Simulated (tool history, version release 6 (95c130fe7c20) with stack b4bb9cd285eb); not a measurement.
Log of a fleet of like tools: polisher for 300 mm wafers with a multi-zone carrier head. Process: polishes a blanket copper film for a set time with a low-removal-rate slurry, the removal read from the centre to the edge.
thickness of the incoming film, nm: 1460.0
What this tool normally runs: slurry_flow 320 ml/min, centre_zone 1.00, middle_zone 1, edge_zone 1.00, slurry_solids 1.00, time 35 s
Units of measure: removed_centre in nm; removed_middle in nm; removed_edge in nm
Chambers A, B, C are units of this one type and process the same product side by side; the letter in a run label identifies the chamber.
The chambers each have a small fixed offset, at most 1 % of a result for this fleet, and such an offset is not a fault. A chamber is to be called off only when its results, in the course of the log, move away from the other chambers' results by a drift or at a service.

| run | day | slurry_flow | centre_zone | middle_zone | edge_zone | slurry_solids | time | wafers polished on this pad | hours since the slurry nozzle was cleaned | hours since the centre zone pressure was calibrated | hours since the edge zone pressure was calibrated | removed_centre | removed_middle | removed_edge |
|---|---|---|---|---|---|---|---|---|---|---|---|---|---|---|
| 1B | 0.312 | 320 | 1.00 | 1 | 1.00 | 1.00 | 35 | 647 | 464.8 | 222.8 | 480.5 | 103.100 | 100.230 | 103.230 |
| 2C | 0.758 | 320 | 1.00 | 1 | 1.00 | 1.00 | 35 | 993 | 505.4 | 149.6 | 244.6 | 106.730 | 103.230 | 103.940 |
|  | 0.879 | chamber B: worn pad replaced by a new one |
| 3A | 1.150 | 320 | 1.00 | 1 | 1.00 | 1.00 | 35 | 507 | 168.4 | 495.7 | 74.9 | 101.410 | 100.540 | 105.030 |
|  | 1.167 | chamber C: slurry nozzle cleaned |
| 4A | 1.517 | 320 | 1.00 | 1 | 1.00 | 1.00 | 35 | 620 | 177.2 | 504.5 | 83.7 | 106.270 | 100.850 | 103.950 |
| 5B | 1.942 | 320 | 1.00 | 1 | 1.00 | 1.00 | 35 | 327 | 503.9 | 261.9 | 519.6 | 101.530 | 101.900 | 105.220 |
|  | 2.108 | chamber C: worn pad replaced by a new one |
|  | 2.188 | chamber A: worn pad replaced by a new one |
| 6C | 2.362 | 320 | 1.00 | 1 | 1.00 | 1.00 | 35 | 78 | 28.7 | 188.1 | 283.1 | 105.670 | 104.500 | 103.040 |
| 7B | 2.783 | 320 | 1.00 | 1 | 1.00 | 1.00 | 35 | 587 | 524.1 | 282.1 | 539.8 | 103.490 | 104.960 | 104.500 |
| 8A | 3.138 | 320 | 1.00 | 1 | 1.00 | 1.00 | 35 | 293 | 216.1 | 543.4 | 122.6 | 103.920 | 103.230 | 102.670 |
| 9C | 3.567 | 375 | 1.00 | 1 | 0.91 | 1.00 | 35 | 450 | 57.6 | 217.0 | 312.0 | 104.130 | 105.730 | 100.670 |
|  | 3.683 | chamber B: worn pad replaced by a new one |
| 10A | 4.004 | 375 | 1.00 | 1 | 0.91 | 1.00 | 35 | 560 | 236.9 | 564.2 | 143.4 | 105.480 | 107.050 | 98.828 |
|  | 4.212 | chamber C: edge zone pressure recalibrated |
| 11C | 4.300 | 375 | 1.00 | 1 | 0.91 | 1.00 | 35 | 676 | 75.2 | 234.6 | 2.2 | 105.900 | 104.280 | 101.960 |
| 12B | 4.562 | 320 | 1.00 | 1 | 1.00 | 1.00 | 35 | 271 | 566.8 | 324.8 | 582.5 | 100.450 | 105.550 | 102.150 |
| 13C | 4.788 | 320 | 1.00 | 1 | 1.00 | 1.00 | 35 | 826 | 86.9 | 246.3 | 13.9 | 104.600 | 104.740 | 103.650 |
| 14A | 5.000 | 400 | 1.00 | 1 | 1.00 | 1.00 | 35 | 866 | 260.8 | 588.1 | 167.3 | 106.110 | 105.690 | 105.990 |
|  | 5.129 | chamber A: worn pad replaced by a new one |
| 15B | 5.200 | 400 | 1.00 | 1 | 1.00 | 1.00 | 35 | 467 | 582.1 | 340.1 | 597.8 | 104.590 | 104.480 | 104.850 |
| 16A | 5.529 | 400 | 1.00 | 1 | 1.00 | 1.00 | 35 | 123 | 273.5 | 600.8 | 180.0 | 107.290 | 105.120 | 104.030 |
| 17C | 5.796 | 320 | 1.00 | 1 | 1.00 | 1.00 | 35 | 1136 | 111.1 | 270.5 | 38.1 | 102.870 | 104.240 | 103.690 |
|  | 5.975 | chamber C: worn pad replaced by a new one |
| 18B | 6.225 | 320 | 1.00 | 1 | 1.00 | 1.00 | 35 | 783 | 606.7 | 364.7 | 622.4 | 104.720 | 101.200 | 102.690 |
|  | 6.404 | chamber B: worn pad replaced by a new one |
|  | 6.417 | chamber B: slurry nozzle cleaned |
| 19B | 6.654 | 320 | 1.00 | 1 | 1.00 | 1.00 | 35 | 78 | 5.8 | 375.0 | 632.7 | 103.180 | 102.590 | 102.850 |
| 20C | 6.950 | 320 | 1.00 | 1 | 1.00 | 1.00 | 35 | 301 | 138.8 | 298.2 | 65.8 | 104.960 | 104.280 | 101.110 |
| 21A | 7.262 | 320 | 0.96 | 1 | 1.00 | 1.00 | 47 | 657 | 315.1 | 642.4 | 221.6 | 130.120 | 138.530 | 138.930 |
| 22A | 7.688 | 320 | 0.96 | 1 | 1.00 | 1.00 | 47 | 788 | 325.3 | 652.6 | 231.8 | 136.570 | 139.200 | 138.510 |
| 23B | 8.025 | 320 | 0.96 | 1 | 1.00 | 1.00 | 47 | 500 | 38.7 | 407.9 | 665.6 | 132.070 | 140.530 | 140.230 |
| 24C | 8.417 | 320 | 1.00 | 1 | 1.00 | 1.00 | 35 | 753 | 174.0 | 333.4 | 101.0 | 106.200 | 103.220 | 101.120 |
|  | 8.508 | chamber B: edge zone pressure recalibrated |
|  | 8.508 | chamber A: worn pad replaced by a new one |
| 25B | 8.858 | 320 | 1.00 | 1 | 1.00 | 1.00 | 35 | 757 | 58.7 | 427.9 | 8.5 | 102.730 | 100.540 | 105.440 |
| 26C | 9.054 | 320 | 1.00 | 1 | 1.00 | 1.25 | 35 | 949 | 189.3 | 348.7 | 116.3 | 109.570 | 106.680 | 108.080 |
| 27A | 9.317 | 320 | 1.00 | 1 | 1.00 | 1.25 | 35 | 250 | 364.4 | 691.7 | 270.9 | 109.690 | 107.850 | 107.750 |
| 28C | 9.588 | 320 | 1.00 | 1 | 1.00 | 1.25 | 35 | 1114 | 202.1 | 361.5 | 129.1 | 109.180 | 109.730 | 108.830 |
|  | 9.688 | chamber B: worn pad replaced by a new one |
| 29A | 9.958 | 320 | 1.00 | 1 | 1.00 | 1.00 | 35 | 447 | 379.8 | 707.1 | 286.3 | 102.260 | 101.860 | 105.610 |
| 30B | 10.221 | 400 | 1.00 | 1 | 0.96 | 1.00 | 35 | 164 | 91.4 | 460.6 | 41.2 | 103.790 | 103.660 | 101.490 |
|  | 10.371 | chamber C: worn pad replaced by a new one |
| 31C | 10.433 | 400 | 1.00 | 1 | 0.96 | 1.00 | 35 | 20 | 222.4 | 381.8 | 149.4 | 106.540 | 104.600 | 99.493 |
| 32B | 10.671 | 400 | 1.00 | 1 | 0.96 | 1.00 | 35 | 303 | 102.2 | 471.4 | 52.0 | 104.300 | 102.910 | 103.320 |
| 33A | 11.008 | 320 | 1.00 | 1 | 1.00 | 1.00 | 35 | 771 | 405.0 | 732.3 | 311.5 | 105.380 | 103.070 | 105.210 |
|  | 11.092 | chamber C: centre zone pressure recalibrated |
|  | 11.383 | chamber A: worn pad replaced by a new one |
| 34C | 11.417 | 320 | 1.00 | 1 | 1.00 | 1.00 | 35 | 323 | 246.0 | 7.8 | 173.0 | 103.170 | 103.140 | 102.610 |
| 35B | 11.729 | 320 | 1.00 | 1 | 1.00 | 1.00 | 35 | 629 | 127.6 | 496.8 | 77.4 | 103.160 | 103.440 | 103.920 |
| 36A | 11.958 | 320 | 0.94 | 1 | 1.00 | 1.00 | 35 | 178 | 427.8 | 755.1 | 334.3 | 97.508 | 102.380 | 105.610 |
| 37B | 12.408 | 320 | 0.94 | 1 | 1.00 | 1.00 | 35 | 838 | 143.9 | 513.1 | 93.7 | 96.511 | 99.343 | 103.480 |

Read the log: is a single chamber off, either drifting away or since a service, is the gauge that measures every chamber drifting, or is nothing wrong beyond small per-chamber offsets? Name any odd chamber and what most likely caused it.

Beyond each chamber's small constant offset nothing stands out, and the gauge stays steady.

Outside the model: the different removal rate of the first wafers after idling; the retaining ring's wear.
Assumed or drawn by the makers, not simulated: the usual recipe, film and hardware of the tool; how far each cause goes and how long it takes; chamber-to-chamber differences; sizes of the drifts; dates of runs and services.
